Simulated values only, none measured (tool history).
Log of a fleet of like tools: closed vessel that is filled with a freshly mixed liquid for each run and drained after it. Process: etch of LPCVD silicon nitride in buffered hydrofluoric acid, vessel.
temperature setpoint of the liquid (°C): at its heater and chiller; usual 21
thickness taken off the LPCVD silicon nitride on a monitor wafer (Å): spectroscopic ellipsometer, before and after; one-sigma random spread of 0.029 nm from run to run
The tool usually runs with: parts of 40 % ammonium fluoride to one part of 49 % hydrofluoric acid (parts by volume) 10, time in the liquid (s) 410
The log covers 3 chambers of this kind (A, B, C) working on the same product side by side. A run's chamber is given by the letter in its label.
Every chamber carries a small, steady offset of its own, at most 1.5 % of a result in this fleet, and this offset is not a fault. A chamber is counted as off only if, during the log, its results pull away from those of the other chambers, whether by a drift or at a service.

| run | hour | temperature setpoint of the liquid (°C) | parts of 40 % ammonium fluoride to one part of 49 % hydrofluoric acid (parts by volume) | time in the liquid (s) | read-back film thickness of the LPCVD silicon nitride reference wafer, read on the same gauge (nm) | thickness taken off the LPCVD silicon nitride on a monitor wafer (Å) |
|---|---|---|---|---|---|---|
| 1C | 7.3 | 21 | 10 | 410 | 140.01 | 51.673 |
| 2B | 18.8 | 21 | 10 | 410 | 140.03 | 51.540 |
| 3A | 25.5 | 21 | 10 | 410 | 139.98 | 52.181 |
| 4A | 32.4 | 21 | 10 | 410 | 140.00 | 51.934 |
| 5B | 38.8 | 21 | 10 | 410 | 140.01 | 50.760 |
| 6C | 46.1 | 21 | 10 | 410 | 140.02 | 52.017 |
| 7C | 53.3 | 21 | 13 | 410 | 140.00 | 39.631 |
| 8B | 63.6 | 21 | 13 | 410 | 140.02 | 39.398 |
| 9A | 73.2 | 21 | 13 | 410 | 140.02 | 39.999 |
| 10C | 83.3 | 21 | 10 | 410 | 139.98 | 52.112 |
| 11B | 90.6 | 21 | 10 | 410 | 140.01 | 51.353 |
| 12A | 103.7 | 21 | 10 | 410 | 139.97 | 51.222 |
| 13B | 115.7 | 21 | 10 | 410 | 140.01 | 51.254 |
|  | 121.8 | chamber A: thermometer replaced |
| 14C | 123.6 | 21 | 10 | 410 | 140.00 | 52.023 |
| 15A | 134.9 | 21 | 10 | 410 | 140.00 | 51.689 |
| 16B | 140.8 | 21 | 10 | 410 | 139.99 | 50.843 |
|  | 148.9 | chamber B: hydrofluoric acid flow meter replaced |
| 17C | 151.0 | 21 | 10 | 410 | 140.04 | 51.374 |
| 18A | 159.2 | 21 | 10 | 410 | 139.94 | 51.758 |
| 19C | 167.8 | 21 | 10 | 410 | 139.99 | 51.646 |
| 20B | 177.5 | 21 | 10 | 410 | 140.00 | 51.576 |
| 21A | 190.3 | 21 | 10 | 410 | 139.96 | 52.446 |
| 22C | 200.3 | 21 | 10 | 410 | 140.05 | 51.965 |
| 23A | 210.2 | 21 | 10 | 410 | 139.98 | 52.119 |
| 24B | 219.5 | 21 | 10 | 410 | 139.98 | 51.489 |
| 25B | 230.4 | 21 | 10 | 410 | 139.97 | 51.155 |
| 26C | 241.2 | 21 | 10 | 410 | 140.05 | 51.649 |
| 27A | 246.9 | 21 | 10 | 410 | 140.00 | 52.084 |
| 28C | 259.8 | 21 | 10 | 410 | 140.01 | 51.913 |
| 29B | 271.3 | 21 | 10 | 410 | 140.02 | 51.887 |
|  | 282.6 | chamber A: hydrofluoric acid flow meter replaced |
| 30A | 282.9 | 21 | 10 | 410 | 140.03 | 51.942 |
| 31C | 293.6 | 21 | 10 | 410 | 140.00 | 51.754 |
| 32A | 299.9 | 21 | 10 | 410 | 140.01 | 52.136 |
| 33B | 308.7 | 21 | 10 | 410 | 139.95 | 51.147 |

Is one chamber off against the others, does the gauge drift, or is nothing wrong? If a chamber is off, say which, and what the likeliest cause is.

Beyond each chamber's small constant offset nothing stands out, and the gauge stays steady.
